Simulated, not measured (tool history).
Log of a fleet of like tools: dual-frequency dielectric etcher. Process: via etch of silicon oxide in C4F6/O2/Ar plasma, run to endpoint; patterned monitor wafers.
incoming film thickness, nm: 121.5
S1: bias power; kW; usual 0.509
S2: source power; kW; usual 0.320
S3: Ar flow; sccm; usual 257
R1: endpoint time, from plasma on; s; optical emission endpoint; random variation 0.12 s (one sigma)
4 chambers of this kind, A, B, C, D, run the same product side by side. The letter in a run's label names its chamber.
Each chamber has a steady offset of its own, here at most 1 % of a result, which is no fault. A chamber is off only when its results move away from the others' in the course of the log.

run 1C hour=7.0 | S1=0.509 S2=0.320 S3=257 | R1=28.536
run 2A hour=20.2 | S1=0.509 S2=0.320 S3=257 | R1=28.580
run 3D hour=32.1 | S1=0.509 S2=0.320 S3=257 | R1=28.486
run 4B hour=43.2 | S1=0.509 S2=0.320 S3=257 | R1=28.280
run 5A hour=49.8 | S1=0.509 S2=0.320 S3=257 | R1=28.641
run 6C hour=61.3 | S1=0.509 S2=0.320 S3=257 | R1=28.190
run 7B hour=69.8 | S1=0.509 S2=0.260 S3=257 | R1=30.228
run 8D hour=77.1 | S1=0.509 S2=0.260 S3=257 | R1=30.477
run 9B hour=87.0 | S1=0.509 S2=0.260 S3=257 | R1=30.430
-- hour=93.3 chamber B: wet clean of the chamber
run 10D hour=96.0 | S1=0.509 S2=0.260 S3=257 | R1=30.442
run 11C hour=104.4 | S1=0.509 S2=0.320 S3=257 | R1=28.480
run 12A hour=117.1 | S1=0.509 S2=0.320 S3=257 | R1=28.685
run 13A hour=130.4 | S1=0.509 S2=0.320 S3=257 | R1=28.392
run 14B hour=137.6 | S1=0.509 S2=0.270 S3=226 | R1=29.277
run 15C hour=143.9 | S1=0.509 S2=0.270 S3=226 | R1=29.809
run 16D hour=155.8 | S1=0.509 S2=0.270 S3=226 | R1=29.335
run 17D hour=166.6 | S1=0.509 S2=0.270 S3=226 | R1=29.509
run 18C hour=176.5 | S1=0.509 S2=0.320 S3=210 | R1=27.628
run 19A hour=187.1 | S1=0.509 S2=0.320 S3=210 | R1=27.890
run 20B hour=196.3 | S1=0.509 S2=0.320 S3=210 | R1=27.459
run 21D hour=208.7 | S1=0.509 S2=0.320 S3=210 | R1=27.049
run 22B hour=218.6 | S1=0.509 S2=0.320 S3=257 | R1=28.115
-- hour=223.5 chamber A: wet clean of the chamber
run 23C hour=229.9 | S1=0.509 S2=0.320 S3=257 | R1=28.336
run 24A hour=236.6 | S1=0.509 S2=0.320 S3=257 | R1=28.689
run 25D hour=245.9 | S1=0.567 S2=0.320 S3=257 | R1=26.595
run 26C hour=257.8 | S1=0.567 S2=0.320 S3=257 | R1=27.175
run 27A hour=268.1 | S1=0.567 S2=0.320 S3=257 | R1=27.428
run 28B hour=276.1 | S1=0.567 S2=0.320 S3=257 | R1=27.058
run 29C hour=287.3 | S1=0.509 S2=0.320 S3=237 | R1=28.103
run 30B hour=295.8 | S1=0.509 S2=0.320 S3=237 | R1=28.121
run 31D hour=306.0 | S1=0.509 S2=0.320 S3=237 | R1=27.214

Is one chamber off against the others, does the gauge drift, or is nothing wrong? If a chamber is off, say which, and what the likeliest cause is.

Chamber D drifts away from the others.
Cause: etch rate over this chamber's usual, % = 4.21.

Here are 4 candidates for chamber D's next run, each the usual settings with a change, their results left as question marks. Which one brings its results back in line with what the others give on the usual settings?
In line means no further than this from the other chambers' mean on the usual settings: R1 0.420 s
run 32D-1 hour=315.9 | S1=0.469 S2=0.300 S3=263 | R1=?
run 32D-2 hour=315.9 | S1=0.509 S2=0.370 S3=245 | R1=?
run 32D-3 hour=315.9 | S1=0.509 S2=0.320 S3=335 | R1=?
run 32D-4 hour=315.9 | S1=0.509 S2=0.350 S3=257 | R1=?

The other chambers' mean on the usual settings: R1 28.363 s
run=32D-1 R1=28.950
run=32D-2 R1=25.747
run=32D-3 R1=28.140
run=32D-4 R1=26.425
32D-3 brings the chamber back in line.

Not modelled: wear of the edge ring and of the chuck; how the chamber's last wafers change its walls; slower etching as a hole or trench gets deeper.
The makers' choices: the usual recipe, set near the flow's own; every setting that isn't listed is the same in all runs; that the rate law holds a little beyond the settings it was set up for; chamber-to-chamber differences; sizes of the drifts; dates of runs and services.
